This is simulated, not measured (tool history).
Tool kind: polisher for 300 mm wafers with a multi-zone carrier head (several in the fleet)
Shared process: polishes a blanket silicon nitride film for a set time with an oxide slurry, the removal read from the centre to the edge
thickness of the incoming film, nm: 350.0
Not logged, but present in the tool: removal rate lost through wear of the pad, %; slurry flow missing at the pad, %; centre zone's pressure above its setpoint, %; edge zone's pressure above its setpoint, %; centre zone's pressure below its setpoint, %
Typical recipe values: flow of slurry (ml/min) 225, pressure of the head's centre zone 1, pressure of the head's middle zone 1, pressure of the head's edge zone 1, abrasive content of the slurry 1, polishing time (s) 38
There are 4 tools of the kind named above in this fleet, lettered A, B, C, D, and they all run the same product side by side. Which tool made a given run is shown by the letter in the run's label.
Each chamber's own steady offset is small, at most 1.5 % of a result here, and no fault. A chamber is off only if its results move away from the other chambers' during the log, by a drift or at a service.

| run | hour | flow of slurry (ml/min) | pressure of the head's centre zone | pressure of the head's middle zone | pressure of the head's edge zone | abrasive content of the slurry | polishing time (s) | wafers polished on this pad | hours since the slurry nozzle was cleaned | hours since the centre zone pressure was calibrated | hours since the edge zone pressure was calibrated | film removed at the wafer's centre (nm) | film removed at mid-radius (nm) | film removed at the wafer's edge (nm) |
|---|---|---|---|---|---|---|---|---|---|---|---|---|---|---|
| 1C | 7.7 | 225 | 1 | 1 | 1 | 1 | 38 | 460 | 228.9 | 951.8 | 490.7 | 21.558 | 22.15 | 21.085 |
| 2A | 14.6 | 225 | 1 | 1 | 1 | 1 | 38 | 630 | 601.1 | 165.1 | 767.7 | 21.907 | 21.517 | 21.721 |
|  | 21.7 | chamber A: slurry nozzle cleaned |
| 3D | 23 | 225 | 1 | 1 | 1 | 1 | 38 | 716 | 113.5 | 467.3 | 287.5 | 21.809 | 21.867 | 22.055 |
|  | 26.2 | chamber A: edge zone pressure recalibrated |
|  | 29.4 | chamber C: worn pad replaced by a new one |
| 4B | 32 | 225 | 1 | 1 | 1 | 1 | 38 | 1002 | 36.4 | 193 | 204.5 | 21.703 | 21.902 | 21.698 |
| 5A | 36.6 | 225 | 1 | 1 | 1 | 1 | 38 | 936 | 14.9 | 187.1 | 10.4 | 21.682 | 21.851 | 21.146 |
|  | 36.8 | chamber D: worn pad replaced by a new one |
| 6B | 45.3 | 225 | 1 | 1 | 1 | 1 | 38 | 1188 | 49.7 | 206.3 | 217.8 | 21.581 | 21.62 | 22.02 |
| 7C | 54.2 | 225 | 1 | 1 | 1 | 1 | 38 | 346 | 275.4 | 998.3 | 537.2 | 21.459 | 21.444 | 20.917 |
| 8D | 61.9 | 225 | 1 | 1 | 1 | 1 | 38 | 350 | 152.4 | 506.2 | 326.4 | 21.855 | 22.202 | 21.724 |
|  | 68 | chamber B: worn pad replaced by a new one |
| 9D | 69.8 | 225 | 1 | 1 | 1 | 1 | 38 | 461 | 160.3 | 514.1 | 334.3 | 21.535 | 21.912 | 21.827 |
| 10C | 79.5 | 225 | 1 | 1 | 1 | 1 | 38 | 699 | 300.7 | 1023.6 | 562.5 | 21.387 | 21.236 | 21.814 |
|  | 80.1 | chamber C: worn pad replaced by a new one |
| 11A | 87.7 | 225 | 1 | 1 | 1 | 1 | 38 | 1649 | 66 | 238.2 | 61.5 | 21.905 | 21.553 | 21.518 |
|  | 89.7 | chamber A: worn pad replaced by a new one |
| 12B | 93.1 | 225 | 1 | 1 | 1 | 1 | 38 | 350 | 97.5 | 254.1 | 265.6 | 21.612 | 21.836 | 21.54 |
| 13B | 100.4 | 225 | 1 | 1 | 1 | 1 | 38 | 452 | 104.8 | 261.4 | 272.9 | 21.815 | 22.206 | 21.744 |
| 14A | 106.9 | 225 | 1 | 1 | 1 | 1 | 38 | 240 | 85.2 | 257.4 | 80.7 | 21.551 | 21.931 | 21.67 |
|  | 109.3 | chamber D: worn pad replaced by a new one |
| 15D | 115.9 | 225 | 0.95 | 1 | 1 | 1.25 | 38 | 93 | 206.4 | 560.2 | 380.4 | 22.706 | 24.219 | 24.261 |
| 16C | 123.2 | 225 | 0.95 | 1 | 1 | 1.25 | 38 | 601 | 344.4 | 1067.3 | 606.2 | 21.765 | 23.076 | 23.319 |
|  | 129.7 | chamber C: worn pad replaced by a new one |
| 17B | 132 | 225 | 0.95 | 1 | 1 | 1.25 | 38 | 893 | 136.4 | 293 | 304.5 | 22.233 | 24.179 | 23.338 |
| 18D | 140.4 | 225 | 0.95 | 1 | 1 | 1.25 | 38 | 435 | 230.9 | 584.7 | 404.9 | 22.42 | 24.116 | 23.824 |
| 19C | 147.3 | 225 | 1 | 1 | 1 | 1 | 38 | 246 | 368.5 | 1091.4 | 630.3 | 20.633 | 20.811 | 20.835 |
| 20A | 152.2 | 225 | 1 | 1 | 1 | 1 | 38 | 871 | 130.5 | 302.7 | 126 | 22.04 | 22.359 | 21.396 |
| 21D | 159.6 | 225 | 1 | 1 | 1 | 1 | 38 | 702 | 250.1 | 603.9 | 424.1 | 21.582 | 21.721 | 21.943 |
| 22A | 164.5 | 225 | 1 | 1 | 1 | 1 | 38 | 1043 | 142.8 | 315 | 138.3 | 21.837 | 21.787 | 21.436 |
|  | 167.1 | chamber B: worn pad replaced by a new one |
| 23C | 172.9 | 225 | 1 | 1 | 1 | 1 | 38 | 603 | 394.1 | 1117 | 655.9 | 20.319 | 20.822 | 20.831 |
| 24B | 180.8 | 225 | 1 | 1 | 1 | 1 | 38 | 192 | 185.2 | 341.8 | 353.3 | 21.731 | 21.563 | 21.242 |
|  | 181.2 | chamber C: worn pad replaced by a new one |
|  | 181.7 | chamber D: worn pad replaced by a new one |
| 25C | 188.2 | 225 | 1 | 1 | 1 | 1 | 38 | 98 | 409.4 | 1132.3 | 671.2 | 20.025 | 20.437 | 20.655 |
| 26A | 195.4 | 225 | 1 | 1 | 1 | 1 | 38 | 1474 | 173.7 | 345.9 | 169.2 | 22.126 | 21.807 | 21.192 |
| 27B | 200.4 | 225 | 1 | 1 | 1 | 1 | 38 | 465 | 204.8 | 361.4 | 372.9 | 21.914 | 21.673 | 21.249 |
| 28D | 205.1 | 225 | 1 | 1 | 1 | 1 | 38 | 326 | 295.6 | 649.4 | 469.6 | 22.073 | 21.636 | 21.608 |
| 29C | 214.4 | 225 | 1 | 1 | 1 | 1 | 38 | 464 | 435.6 | 1158.5 | 697.4 | 20.088 | 19.889 | 20.843 |

Is one chamber off against the others, does the gauge drift, or is nothing wrong? If a chamber is off, say which, and what the likeliest cause is.

One chamber, C, drifts off from the rest bit by bit.
Likeliest cause: slurry flow missing at the pad, % = 36.6.

Below are 4 candidate recipes for chamber C's next run, each the usual settings with a change, their results shown as question marks. Which of them brings C's results back in line with what the other chambers give on the usual settings?
In-line tolerance around the mean of the other chambers on the usual settings: film removed at the wafer's centre (nm) 0.72; film removed at mid-radius (nm) 0.86; film removed at the wafer's edge (nm) 1
| 30C-1 | 221.4 | 230 | 1.02 | 1.01 | 0.99 | 1 | 41 |  |  |  |  | ? | ? | ? |
| 30C-2 | 221.4 | 225 | 0.99 | 1 | 1 | 1 | 37 |  |  |  |  | ? | ? | ? |
| 30C-3 | 221.4 | 225 | 1.01 | 1 | 1 | 1 | 39 |  |  |  |  | ? | ? | ? |
| 30C-4 | 221.4 | 220 | 0.98 | 0.99 | 1.01 | 1 | 36 |  |  |  |  | ? | ? | ? |

Usual-settings mean across the other chambers: film removed at the wafer's centre (nm) 21.767; film removed at mid-radius (nm) 21.805; film removed at the wafer's edge (nm) 21.634
| run | film removed at the wafer's centre (nm) | film removed at mid-radius (nm) | film removed at the wafer's edge (nm) |
|---|---|---|---|
| 30C-1 | 22.041 | 22.004 | 21.848 |
| 30C-2 | 19.163 | 19.595 | 19.763 |
| 30C-3 | 20.639 | 20.652 | 20.831 |
| 30C-4 | 18.344 | 18.807 | 19.27 |
It is 30C-1 that realigns the chamber with its peers.
